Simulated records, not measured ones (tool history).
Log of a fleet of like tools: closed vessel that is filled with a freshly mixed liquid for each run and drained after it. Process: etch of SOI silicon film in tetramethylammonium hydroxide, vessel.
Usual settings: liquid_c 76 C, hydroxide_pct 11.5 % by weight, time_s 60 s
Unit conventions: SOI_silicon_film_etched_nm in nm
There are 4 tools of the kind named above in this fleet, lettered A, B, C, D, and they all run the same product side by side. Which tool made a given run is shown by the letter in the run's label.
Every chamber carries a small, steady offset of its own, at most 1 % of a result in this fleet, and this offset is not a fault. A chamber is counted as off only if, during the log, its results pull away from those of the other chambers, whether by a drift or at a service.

run	hour	liquid_c	hydroxide_pct	time_s	read-back film thickness of the SOI silicon film reference wafer, read on the same gauge (nm)	SOI_silicon_film_etched_nm
1C	7.9	76	11.5	60	89.973	610.92
2A	15.3	76	11.5	60	89.999	613.34
# hour 19.3: chamber B: thermometer replaced
3B	25.4	76	11.5	60	89.963	612.21
4D	31.7	76	11.5	60	89.987	609.92
5C	37.2	76	11.5	60	89.962	612.13
6A	47.4	76	11.5	60	90.018	615.81
7B	57.2	76	11.5	60	90.043	616.53
8D	64.6	76	11.5	60	90.019	615.36
9B	70.2	76	11.5	60	90.009	614.88
10C	77.0	76	11.5	60	89.975	615.72
11D	89.4	76	11.5	60	90.014	612.39
12A	99.8	76	11.5	60	89.997	617.72
13D	110.5	76	11.5	60	89.984	612.04
14C	120.6	76	11.5	60	89.960	614.50
15B	130.9	76	11.5	60	90.019	614.98
16A	143.3	76	11.5	60	89.994	614.65
17D	151.1	76	11.5	60	90.008	613.94
18A	161.1	76	11.5	60	89.977	614.47
19B	166.7	76	11.5	60	90.009	616.97
20C	177.3	76	11.5	60	90.033	612.68
21C	188.0	76	11.5	60	90.024	611.65
22B	199.5	76	11.5	60	90.012	616.29
23D	207.4	76	11.5	60	90.009	620.96
# hour 214.4: chamber D: thermometer replaced
24A	216.3	76	11.5	60	90.035	616.47
25D	222.1	76	11.5	60	90.082	625.26
26A	227.8	76	11.5	60	89.980	616.93
27B	236.9	76	11.5	60	89.987	615.49
28C	245.4	76	11.5	60	89.943	612.88
29C	251.1	76	11.5	60	89.989	612.40
30D	259.5	76	11.5	60	90.069	624.00
31B	269.9	76	11.5	60	89.954	611.66
32A	275.7	76	14.0	60	89.996	564.86
33B	283.7	76	14.0	60	89.997	558.87
34C	295.2	76	14.0	60	90.001	561.34
35D	301.0	76	14.0	60	89.967	583.66
36A	310.0	73	11.5	60	89.957	515.38
37C	315.9	73	11.5	60	89.972	516.52
38D	323.6	73	11.5	60	90.018	535.75

Read the log: is a single chamber off, either drifting away or since a service, is the gauge that measures every chamber drifting, or is nothing wrong beyond small per-chamber offsets? Name any odd chamber and what most likely caused it.

One chamber, D, drifts off from the rest bit by bit.
Most likely cause: hydroxide flow below the setpoint (%) = 8.92.

Chamber D could run next with any of the 4 candidate recipes listed below; each alters the usual settings, and their results appear as question marks. Which one brings its results back in line with what the other chambers deliver on the usual settings?
Allowed miss from the other chambers' usual-settings mean, per result, to count as in line: SOI_silicon_film_etched_nm 7.40 nm
39D-1	332.8	76.5	11.5	60		?
39D-2	332.8	75.5	11.5	60		?
39D-3	332.8	76.0	13.5	60		?
39D-4	332.8	77.0	11.5	60		?

What the other chambers average on the usual settings: SOI_silicon_film_etched_nm 613.70 nm
run	SOI_silicon_film_etched_nm
39D-1	650.94
39D-2	615.06
39D-3	596.24
39D-4	669.20
With 39D-2, the chamber falls back in line with the rest.
